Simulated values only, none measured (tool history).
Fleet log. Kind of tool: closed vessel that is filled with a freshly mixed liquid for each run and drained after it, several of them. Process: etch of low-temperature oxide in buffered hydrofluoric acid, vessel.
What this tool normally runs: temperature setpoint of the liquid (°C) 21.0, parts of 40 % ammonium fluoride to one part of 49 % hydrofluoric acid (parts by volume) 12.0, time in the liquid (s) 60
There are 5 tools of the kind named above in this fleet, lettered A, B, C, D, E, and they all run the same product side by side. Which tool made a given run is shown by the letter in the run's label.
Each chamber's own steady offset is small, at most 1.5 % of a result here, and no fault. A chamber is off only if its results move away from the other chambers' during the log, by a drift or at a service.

run,hour,temperature setpoint of the liquid (°C),parts of 40 % ammonium fluoride to one part of 49 % hydrofluoric acid (parts by volume),time in the liquid (s),"read-back film thickness of the low-temperature oxide reference wafer, read on the same gauge (nm)",thickness taken off the low-temperature oxide on a monitor wafer (angstrom)
1E,4.2,21.0,12.0,60,80.031,1677.5
2D,10.2,21.0,12.0,60,79.980,1684.2
3B,17.0,21.0,12.0,60,80.014,1696.8
4A,24.3,21.0,12.0,60,79.999,1695.7
5C,30.4,21.0,12.0,60,80.029,1719.9
6C,35.4,18.5,7.5,60,80.006,2310.3
7E,42.8,18.5,7.5,60,80.022,2269.5
8B,47.0,18.5,7.5,60,79.963,2282.6
9A,52.1,18.5,7.5,60,80.005,2271.1
10D,56.5,18.5,7.5,60,79.979,2297.2
11B,60.7,21.0,12.0,60,79.966,1720.8
12C,67.3,21.0,12.0,60,80.008,1716.5
13A,75.1,21.0,12.0,60,79.997,1672.7
14D,79.3,21.0,12.0,60,79.981,1703.7
15E,83.5,21.0,12.0,60,80.029,1715.7
# hour 91.3: chamber E: hydrofluoric acid flow meter replaced
16B,91.5,21.0,12.0,60,79.996,1703.1
17E,96.6,21.0,12.0,60,79.981,1716.3
18C,102.2,24.5,7.5,60,79.993,3248.3
19A,110.0,24.5,7.5,60,80.004,3182.8
20D,115.3,24.5,7.5,60,79.985,3203.9
21D,123.2,24.5,7.5,60,80.005,3237.4
22A,128.7,24.5,7.5,60,80.008,3157.8
23C,136.4,21.0,12.0,60,79.990,1719.2
24B,142.6,21.0,12.0,60,79.955,1711.5
25E,147.6,21.0,9.5,30,80.021,1096.5
26C,152.0,21.0,9.5,30,79.992,1065.2
27E,159.9,21.0,9.5,30,79.974,1099.5
# hour 161.6: chamber A: thermometer replaced
28B,166.5,21.0,9.5,30,80.035,1046.2
29D,174.0,21.0,9.5,30,79.991,1054.9
30A,180.0,21.0,12.0,60,80.042,1674.3
31E,184.2,21.0,12.0,60,79.996,1779.9
32B,192.3,21.0,12.0,60,80.009,1691.3
33D,198.9,21.0,12.0,60,79.985,1713.0
34A,205.5,21.0,12.0,60,80.013,1692.0
35C,209.5,23.0,12.0,85,80.018,2732.0

The same settings go to every chamber for the next run, one line per chamber below. Forecast the results for each:
36A,215.2,21.0,12.0,60,,?
36B,215.2,21.0,12.0,60,,?
36C,215.2,21.0,12.0,60,,?
36D,215.2,21.0,12.0,60,,?
36E,215.2,21.0,12.0,60,,?

run,thickness taken off the low-temperature oxide on a monitor wafer (angstrom)
36A,1691.8
36B,1691.3
36C,1707.6
36D,1723.1
36E,1839.2
